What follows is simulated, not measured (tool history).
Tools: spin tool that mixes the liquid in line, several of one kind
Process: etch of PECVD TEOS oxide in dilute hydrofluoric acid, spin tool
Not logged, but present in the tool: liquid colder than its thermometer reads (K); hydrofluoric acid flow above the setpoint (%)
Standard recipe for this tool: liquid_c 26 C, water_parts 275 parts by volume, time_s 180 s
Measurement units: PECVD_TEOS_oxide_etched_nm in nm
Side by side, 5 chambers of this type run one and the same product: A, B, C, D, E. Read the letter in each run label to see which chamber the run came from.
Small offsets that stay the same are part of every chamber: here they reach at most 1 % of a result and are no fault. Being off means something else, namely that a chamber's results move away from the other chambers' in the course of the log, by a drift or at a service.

| run | hour | liquid_c | water_parts | time_s | hours since the thermometer was replaced | hours since the hydrofluoric acid flow meter was replaced | read-back film thickness of the PECVD TEOS oxide reference wafer, read on the same gauge (nm) | PECVD_TEOS_oxide_etched_nm |
|---|---|---|---|---|---|---|---|---|
| 1D | 6.1 | 26 | 275 | 180 | 1642.5 | 384.7 | 40.007 | 4.8985 |
| 2B | 10.1 | 26 | 275 | 180 | 1598.9 | 543.2 | 39.976 | 4.9385 |
| 3E | 14.8 | 26 | 275 | 180 | 401.7 | 484.3 | 39.991 | 4.936 |
| 4C | 19.1 | 26 | 275 | 180 | 2000.8 | 497.8 | 39.984 | 4.9298 |
| 5A | 26.6 | 26 | 275 | 180 | 2336 | 105 | 40.017 | 4.9765 |
| 6D | 34.4 | 30 | 275 | 145 | 1670.8 | 413 | 40.011 | 4.521 |
| 7E | 38.7 | 30 | 275 | 145 | 425.6 | 508.2 | 39.985 | 4.524 |
| 8A | 42.9 | 30 | 275 | 145 | 2352.3 | 121.3 | 40.06 | 4.6416 |
| 9B | 47.7 | 30 | 275 | 145 | 1636.5 | 580.8 | 39.955 | 4.529 |
| 10C | 54.7 | 30 | 275 | 145 | 2036.4 | 533.4 | 39.997 | 4.538 |
| 11C | 59.8 | 26 | 275 | 180 | 2041.5 | 538.5 | 40.004 | 4.9483 |
| 12D | 66.5 | 23.5 | 275 | 280 | 1702.9 | 445.1 | 40.043 | 7.0799 |
| 13A | 72.4 | 23.5 | 275 | 280 | 2381.8 | 150.8 | 40.017 | 7.0604 |
| 14E | 79.9 | 23.5 | 275 | 280 | 466.8 | 549.4 | 39.979 | 7.0334 |
| 15B | 87.7 | 23.5 | 275 | 280 | 1676.5 | 620.8 | 40.037 | 7.0837 |
| 16B | 94.5 | 23.5 | 275 | 280 | 1683.3 | 627.6 | 39.987 | 7.0604 |
| 17A | 100.6 | 26 | 275 | 180 | 2410 | 179 | 40.01 | 5.0003 |
| 18D | 105.3 | 26 | 275 | 180 | 1741.7 | 483.9 | 40.009 | 4.913 |
| 19E | 111 | 23 | 275 | 275 | 497.9 | 580.5 | 40.011 | 6.7564 |
| 20C | 116 | 23 | 275 | 275 | 2097.7 | 594.7 | 39.962 | 6.7536 |
| 21B | 121.9 | 23 | 275 | 275 | 1710.7 | 655 | 39.977 | 6.7423 |
| 22C | 128.6 | 23 | 275 | 275 | 2110.3 | 607.3 | 40.03 | 6.7052 |
| 23D | 135 | 23 | 275 | 275 | 1771.4 | 513.6 | 39.998 | 6.8167 |
| 24E | 140.9 | 26 | 220 | 255 | 527.8 | 610.4 | 39.987 | 9.0888 |
| 25A | 147.1 | 26 | 220 | 255 | 2456.5 | 225.5 | 40.035 | 9.3442 |
| 26A | 151.7 | 26 | 220 | 255 | 2461.1 | 230.1 | 40.028 | 9.3018 |
| 27D | 160.5 | 26 | 220 | 255 | 1796.9 | 539.1 | 39.936 | 9.3116 |
| 28B | 165.9 | 26 | 220 | 255 | 1754.7 | 699 | 39.978 | 9.2261 |
| 29E | 174.7 | 26 | 275 | 180 | 561.6 | 644.2 | 40.015 | 4.8516 |
| 30C | 180.2 | 26 | 275 | 180 | 2161.9 | 658.9 | 39.994 | 4.9228 |
| 31C | 186.1 | 23.5 | 195 | 180 | 2167.8 | 664.8 | 39.998 | 6.897 |
| 32A | 191.3 | 23.5 | 195 | 180 | 2500.7 | 269.7 | 40.024 | 6.9513 |
| 33D | 198.6 | 23.5 | 195 | 180 | 1835 | 577.2 | 39.976 | 6.9413 |
| 34B | 203 | 23.5 | 195 | 180 | 1791.8 | 736.1 | 40.028 | 6.9229 |
| 35E | 211.4 | 23.5 | 195 | 180 | 598.3 | 680.9 | 40.002 | 6.6636 |

Decide between three cases: one chamber stands off from its peers, the gauge reading all wafers drifts, or nothing is wrong past each chamber's small offset. Where a chamber is off, say which and what most likely put it there.

It is chamber E that slowly wanders off from its peers.
What lies behind it: liquid colder than its thermometer reads (K) = 0.858.
Not necessarily distinguishable in this log from: hydrofluoric acid flow below the setpoint (%).

Chamber E could run next with any of the 4 candidate recipes listed below; each alters the usual settings, and their results appear as question marks. Which one brings its results back in line with what the other chambers deliver on the usual settings?
In-line tolerance around the mean of the other chambers on the usual settings: PECVD_TEOS_oxide_etched_nm 0.081 nm
| 36E-1 | 217.7 | 26 | 275 | 175 |  |  |  | ? |
| 36E-2 | 217.7 | 27 | 275 | 180 |  |  |  | ? |
| 36E-3 | 217.7 | 26 | 285 | 175 |  |  |  | ? |
| 36E-4 | 217.7 | 26 | 260 | 180 |  |  |  | ? |

The mean the other chambers reach with the usual settings: PECVD_TEOS_oxide_etched_nm 4.9425 nm
| run | PECVD_TEOS_oxide_etched_nm |
|---|---|
| 36E-1 | 4.6539 |
| 36E-2 | 4.9535 |
| 36E-3 | 4.4471 |
| 36E-4 | 5.1385 |
Change 36E-2 lands the chamber within the allowed miss of the other chambers.

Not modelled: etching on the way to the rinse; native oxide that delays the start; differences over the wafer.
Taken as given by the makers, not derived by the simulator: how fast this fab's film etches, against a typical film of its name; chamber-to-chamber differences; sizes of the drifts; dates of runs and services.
